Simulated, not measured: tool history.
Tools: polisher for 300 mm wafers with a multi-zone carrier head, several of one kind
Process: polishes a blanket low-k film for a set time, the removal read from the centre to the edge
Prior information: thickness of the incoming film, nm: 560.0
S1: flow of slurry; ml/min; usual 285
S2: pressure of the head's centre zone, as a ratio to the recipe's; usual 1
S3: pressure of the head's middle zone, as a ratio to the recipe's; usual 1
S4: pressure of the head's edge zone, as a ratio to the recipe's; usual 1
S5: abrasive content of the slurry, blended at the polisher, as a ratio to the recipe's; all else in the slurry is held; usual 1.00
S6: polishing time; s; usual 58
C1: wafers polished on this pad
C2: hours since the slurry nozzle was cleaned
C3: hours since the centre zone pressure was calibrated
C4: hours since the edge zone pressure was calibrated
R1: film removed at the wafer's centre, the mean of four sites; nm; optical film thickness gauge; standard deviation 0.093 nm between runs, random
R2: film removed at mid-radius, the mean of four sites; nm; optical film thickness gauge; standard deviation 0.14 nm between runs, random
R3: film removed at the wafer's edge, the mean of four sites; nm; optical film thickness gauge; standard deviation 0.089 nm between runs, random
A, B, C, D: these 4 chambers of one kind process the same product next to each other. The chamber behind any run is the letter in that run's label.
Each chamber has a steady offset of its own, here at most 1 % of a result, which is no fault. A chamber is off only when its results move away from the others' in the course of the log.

{"run": "1D", "hour": 2.8, "S1": 285, "S2": 1, "S3": 1, "S4": 1, "S5": 1.0, "S6": 58, "C1": 270, "C2": 115.9, "C3": 486.4, "C4": 828.7, "R1": 11.758, "R2": 11.763, "R3": 11.659}
{"run": "2C", "hour": 6.6, "S1": 285, "S2": 1, "S3": 1, "S4": 1, "S5": 1.0, "S6": 58, "C1": 284, "C2": 13.3, "C3": 460.2, "C4": 438.2, "R1": 11.811, "R2": 11.708, "R3": 11.778}
{"run": "3A", "hour": 10.9, "S1": 285, "S2": 1, "S3": 1, "S4": 1, "S5": 1.0, "S6": 58, "C1": 1088, "C2": 204.0, "C3": 515.3, "C4": 482.0, "R1": 11.68, "R2": 11.607, "R3": 11.671}
{"run": "4B", "hour": 13.7, "S1": 285, "S2": 1, "S3": 1, "S4": 1, "S5": 1.0, "S6": 58, "C1": 522, "C2": 357.4, "C3": 986.7, "C4": 236.8, "R1": 11.592, "R2": 11.704, "R3": 11.807}
{"run": "5B", "hour": 17.5, "S1": 285, "S2": 1, "S3": 1, "S4": 1, "S5": 1.0, "S6": 58, "C1": 548, "C2": 361.2, "C3": 990.5, "C4": 240.6, "R1": 11.79, "R2": 11.851, "R3": 11.757}
{"run": "6C", "hour": 20.5, "S1": 285, "S2": 1, "S3": 1, "S4": 1, "S5": 1.0, "S6": 58, "C1": 377, "C2": 27.2, "C3": 474.1, "C4": 452.1, "R1": 11.551, "R2": 11.694, "R3": 11.686}
{"run": "7D", "hour": 24.7, "S1": 285, "S2": 1, "S3": 1, "S4": 1, "S5": 1.0, "S6": 58, "C1": 416, "C2": 137.8, "C3": 508.3, "C4": 850.6, "R1": 11.737, "R2": 11.819, "R3": 11.706}
{"run": "8A", "hour": 28.4, "S1": 285, "S2": 1, "S3": 1, "S4": 1, "S5": 1.15, "S6": 44, "C1": 1205, "C2": 221.5, "C3": 532.8, "C4": 499.5, "R1": 9.1929, "R2": 9.4039, "R3": 9.4473}
{"run": "9A", "hour": 31.7, "S1": 285, "S2": 1, "S3": 1, "S4": 1, "S5": 1.15, "S6": 44, "C1": 1227, "C2": 224.8, "C3": 536.1, "C4": 502.8, "R1": 9.2339, "R2": 9.3652, "R3": 9.3341}
{"run": "10D", "hour": 35.2, "S1": 285, "S2": 1, "S3": 1, "S4": 1, "S5": 1.15, "S6": 44, "C1": 486, "C2": 148.3, "C3": 518.8, "C4": 861.1, "R1": 9.6092, "R2": 9.5204, "R3": 9.4152}
{"run": "11C", "hour": 37.5, "S1": 285, "S2": 1, "S3": 1, "S4": 1, "S5": 1.15, "S6": 44, "C1": 490, "C2": 44.2, "C3": 491.1, "C4": 469.1, "R1": 9.6256, "R2": 9.328, "R3": 9.4802}
{"run": "12B", "hour": 39.3, "S1": 285, "S2": 1, "S3": 1, "S4": 1, "S5": 1.0, "S6": 58, "C1": 693, "C2": 383.0, "C3": 1012.3, "C4": 262.4, "R1": 11.335, "R2": 11.503, "R3": 11.285}
{"run": "13A", "hour": 42.3, "S1": 285, "S2": 1, "S3": 1, "S4": 1, "S5": 1.0, "S6": 58, "C1": 1298, "C2": 235.4, "C3": 546.7, "C4": 513.4, "R1": 11.74, "R2": 11.637, "R3": 11.69}
{"run": "14D", "hour": 44.3, "S1": 285, "S2": 1, "S3": 1, "S4": 1, "S5": 1.0, "S6": 58, "C1": 547, "C2": 157.4, "C3": 527.9, "C4": 870.2, "R1": 11.576, "R2": 12.068, "R3": 11.81}
{"hour": 46.9, "done": "chamber D: worn pad replaced by a new one"}
{"run": "15C", "hour": 48.2, "S1": 285, "S2": 1, "S3": 1, "S4": 1, "S5": 1.0, "S6": 58, "C1": 562, "C2": 54.9, "C3": 501.8, "C4": 479.8, "R1": 11.783, "R2": 11.786, "R3": 11.678}
{"hour": 51.0, "done": "chamber A: worn pad replaced by a new one"}
{"run": "16B", "hour": 51.2, "S1": 285, "S2": 1, "S3": 1, "S4": 1, "S5": 1.0, "S6": 58, "C1": 773, "C2": 394.9, "C3": 1024.2, "C4": 274.3, "R1": 11.134, "R2": 11.249, "R3": 11.16}
{"run": "17D", "hour": 53.6, "S1": 285, "S2": 1, "S3": 1, "S4": 1, "S5": 1.0, "S6": 58, "C1": 45, "C2": 166.7, "C3": 537.2, "C4": 879.5, "R1": 11.732, "R2": 11.896, "R3": 11.713}
{"run": "18C", "hour": 57.6, "S1": 285, "S2": 1, "S3": 1, "S4": 1, "S5": 1.0, "S6": 58, "C1": 625, "C2": 64.3, "C3": 511.2, "C4": 489.2, "R1": 12.034, "R2": 11.433, "R3": 11.7}
{"hour": 59.8, "done": "chamber C: worn pad replaced by a new one"}
{"run": "19A", "hour": 61.8, "S1": 255, "S2": 1, "S3": 1, "S4": 1, "S5": 1.15, "S6": 58, "C1": 72, "C2": 254.9, "C3": 566.2, "C4": 532.9, "R1": 12.155, "R2": 12.761, "R3": 12.368}
{"run": "20B", "hour": 65.2, "S1": 255, "S2": 1, "S3": 1, "S4": 1, "S5": 1.15, "S6": 58, "C1": 867, "C2": 408.9, "C3": 1038.2, "C4": 288.3, "R1": 11.462, "R2": 11.484, "R3": 11.304}
{"run": "21A", "hour": 67.7, "S1": 255, "S2": 1, "S3": 1, "S4": 1, "S5": 1.15, "S6": 58, "C1": 112, "C2": 260.8, "C3": 572.1, "C4": 538.8, "R1": 12.283, "R2": 12.429, "R3": 12.185}
{"run": "22C", "hour": 70.5, "S1": 255, "S2": 1, "S3": 1, "S4": 1, "S5": 1.15, "S6": 58, "C1": 71, "C2": 77.2, "C3": 524.1, "C4": 502.1, "R1": 12.434, "R2": 12.161, "R3": 12.21}
{"run": "23D", "hour": 74.3, "S1": 285, "S2": 1, "S3": 1, "S4": 1, "S5": 1.0, "S6": 58, "C1": 183, "C2": 187.4, "C3": 557.9, "C4": 900.2, "R1": 11.683, "R2": 11.695, "R3": 11.774}
{"run": "24B", "hour": 76.5, "S1": 285, "S2": 1, "S3": 1, "S4": 1, "S5": 1.0, "S6": 58, "C1": 942, "C2": 420.2, "C3": 1049.5, "C4": 299.6, "R1": 10.627, "R2": 10.661, "R3": 10.63}
{"run": "25A", "hour": 79.6, "S1": 285, "S2": 1, "S3": 1, "S4": 1, "S5": 1.0, "S6": 58, "C1": 191, "C2": 272.7, "C3": 584.0, "C4": 550.7, "R1": 11.676, "R2": 11.48, "R3": 11.761}

All 4 chambers run these settings next. Forecast each chamber's results:
{"run": "26A", "hour": 82.7, "S1": 255, "S2": 1, "S3": 1, "S4": 1, "S5": 1.0, "S6": 58, "R1": "?", "R2": "?", "R3": "?"}
{"run": "26B", "hour": 82.7, "S1": 255, "S2": 1, "S3": 1, "S4": 1, "S5": 1.0, "S6": 58, "R1": "?", "R2": "?", "R3": "?"}
{"run": "26C", "hour": 82.7, "S1": 255, "S2": 1, "S3": 1, "S4": 1, "S5": 1.0, "S6": 58, "R1": "?", "R2": "?", "R3": "?"}
{"run": "26D", "hour": 82.7, "S1": 255, "S2": 1, "S3": 1, "S4": 1, "S5": 1.0, "S6": 58, "R1": "?", "R2": "?", "R3": "?"}

run=26A R1=11.5860 R2=11.4880 R3=11.5520
run=26B R1=10.4090 R2=10.3420 R3=10.4430
run=26C R1=11.5480 R2=11.6360 R3=11.6490
run=26D R1=11.6250 R2=11.5910 R3=11.6960
